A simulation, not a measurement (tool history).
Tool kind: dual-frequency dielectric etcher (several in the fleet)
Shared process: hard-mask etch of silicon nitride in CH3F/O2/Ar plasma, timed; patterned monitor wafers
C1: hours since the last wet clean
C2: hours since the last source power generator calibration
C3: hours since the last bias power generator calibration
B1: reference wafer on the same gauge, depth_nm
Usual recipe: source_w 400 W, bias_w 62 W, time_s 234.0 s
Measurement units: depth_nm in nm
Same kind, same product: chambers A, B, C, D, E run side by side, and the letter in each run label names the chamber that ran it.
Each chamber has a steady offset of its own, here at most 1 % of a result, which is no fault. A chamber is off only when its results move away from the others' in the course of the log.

Run 1C, day 0.267: usual settings; C1 21.7; C2 2165.3; C3 1115.5; B1 160.03. Result: depth_nm 156.22 nm.
Run 2D, day 0.792: usual settings; C1 280.1; C2 3527.4; C3 2579.0; B1 159.96. Result: depth_nm 158.03 nm.
Run 3B, day 1.146: usual settings; C1 396.1; C2 1364.4; C3 1127.9; B1 160.11. Result: depth_nm 154.46 nm.
Run 4A, day 1.625: usual settings; C1 447.0; C2 233.6; C3 467.9; B1 160.17. Result: depth_nm 155.45 nm.
Run 5E, day 1.912: usual settings; C1 550.9; C2 2973.1; C3 3168.3; B1 160.09. Result: depth_nm 156.06 nm.
Run 6B, day 2.188: usual settings; C1 421.1; C2 1389.4; C3 1152.9; B1 159.99. Result: depth_nm 154.42 nm.
Run 7C, day 2.650: usual settings but bias_w 77 W; C1 78.9; C2 2222.5; C3 1172.7; B1 160.17. Result: depth_nm 168.32 nm.
At day 2.679: chamber D: wet clean of the chamber.
Run 8E, day 2.975: usual settings but bias_w 77 W; C1 576.4; C2 2998.6; C3 3193.8; B1 160.02. Result: depth_nm 167.87 nm.
At day 3.308: chamber A: wet clean of the chamber.
Run 9D, day 3.433: usual settings but bias_w 77 W; C1 18.1; C2 3590.8; C3 2642.4; B1 160.08. Result: depth_nm 167.13 nm.
Run 10A, day 3.679: usual settings but bias_w 77 W; C1 8.9; C2 282.9; C3 517.2; B1 160.13. Result: depth_nm 169.88 nm.
At day 3.908: chamber E: wet clean of the chamber.
Run 11A, day 4.150: usual settings but bias_w 77 W; C1 20.2; C2 294.2; C3 528.5; B1 159.97. Result: depth_nm 170.33 nm.
Run 12B, day 4.675: usual settings but time_s 178.0 s; C1 480.8; C2 1449.1; C3 1212.6; B1 159.87. Result: depth_nm 117.82 nm.
Run 13E, day 5.204: usual settings but time_s 178.0 s; C1 31.2; C2 3052.1; C3 3247.3; B1 160.16. Result: depth_nm 118.13 nm.
At day 5.608: chamber B: wet clean of the chamber.
Run 14C, day 5.721: usual settings but time_s 178.0 s; C1 152.6; C2 2296.2; C3 1246.4; B1 159.93. Result: depth_nm 118.65 nm.
Run 15D, day 6.054: usual settings but time_s 178.0 s; C1 81.0; C2 3653.7; C3 2705.3; B1 159.84. Result: depth_nm 119.81 nm.
Run 16D, day 6.283: usual settings but time_s 178.0 s; C1 86.5; C2 3659.2; C3 2710.8; B1 159.90. Result: depth_nm 120.26 nm.
Run 17E, day 6.667: usual settings; C1 66.3; C2 3087.2; C3 3282.4; B1 160.03. Result: depth_nm 154.74 nm.
Run 18C, day 7.012: usual settings; C1 183.6; C2 2327.2; C3 1277.4; B1 160.05. Result: depth_nm 155.62 nm.
Run 19A, day 7.317: usual settings; C1 96.2; C2 370.2; C3 604.5; B1 160.17. Result: depth_nm 156.52 nm.
Run 20B, day 7.775: usual settings; C1 52.0; C2 1523.5; C3 1287.0; B1 160.05. Result: depth_nm 155.94 nm.
Run 21B, day 8.104: usual settings; C1 59.9; C2 1531.4; C3 1294.9; B1 160.13. Result: depth_nm 155.32 nm.
Run 22E, day 8.429: usual settings; C1 108.6; C2 3129.5; C3 3324.7; B1 159.96. Result: depth_nm 156.18 nm.
Run 23A, day 8.829: usual settings but time_s 287.5 s; C1 132.5; C2 406.5; C3 640.8; B1 159.97. Result: depth_nm 192.95 nm.
Run 24C, day 9.342: usual settings but time_s 287.5 s; C1 239.5; C2 2383.1; C3 1333.3; B1 159.82. Result: depth_nm 190.91 nm.
Run 25D, day 9.783: usual settings but time_s 287.5 s; C1 170.5; C2 3743.2; C3 2794.8; B1 159.85. Result: depth_nm 191.16 nm.
Run 26B, day 10.021: usual settings but time_s 287.5 s; C1 105.9; C2 1577.4; C3 1340.9; B1 160.00. Result: depth_nm 191.66 nm.
Run 27E, day 10.412: usual settings but time_s 287.5 s; C1 156.2; C2 3177.1; C3 3372.3; B1 160.10. Result: depth_nm 191.52 nm.
Run 28C, day 10.750: usual settings; C1 273.3; C2 2416.9; C3 1367.1; B1 159.75. Result: depth_nm 156.64 nm.
Run 29D, day 11.262: usual settings; C1 206.0; C2 3778.7; C3 2830.3; B1 160.03. Result: depth_nm 157.63 nm.
Run 30A, day 11.708: usual settings but source_w 500 W; C1 201.6; C2 475.6; C3 709.9; B1 159.81. Result: depth_nm 170.83 nm.
Run 31D, day 11.942: usual settings but source_w 500 W; C1 222.3; C2 3795.0; C3 2846.6; B1 160.05. Result: depth_nm 170.18 nm.
Run 32C, day 12.442: usual settings but source_w 500 W; C1 313.9; C2 2457.5; C3 1407.7; B1 160.29. Result: depth_nm 169.55 nm.
Run 33E, day 12.871: usual settings but source_w 500 W; C1 215.2; C2 3236.1; C3 3431.3; B1 160.16. Result: depth_nm 170.37 nm.
Run 34B, day 13.171: usual settings but source_w 500 W; C1 181.5; C2 1653.0; C3 1416.5; B1 160.08. Result: depth_nm 167.99 nm.
Run 35A, day 13.458: usual settings; C1 243.6; C2 517.6; C3 751.9; B1 159.67. Result: depth_nm 157.03 nm.
Run 36C, day 13.933: usual settings; C1 349.7; C2 2493.3; C3 1443.5; B1 159.84. Result: depth_nm 155.05 nm.

Each of the 5 chambers runs these same settings next. Fill in every chamber's results:
Run 37A, day 14.312: usual settings but source_w 450 W. Result: depth_nm ?.
Run 37B, day 14.312: usual settings but source_w 450 W. Result: depth_nm ?.
Run 37C, day 14.312: usual settings but source_w 450 W. Result: depth_nm ?.
Run 37D, day 14.312: usual settings but source_w 450 W. Result: depth_nm ?.
Run 37E, day 14.312: usual settings but source_w 450 W. Result: depth_nm ?.

run  depth_nm
37A    164.58
37B    161.79
37C    164.41
37D    164.66
37E    163.29
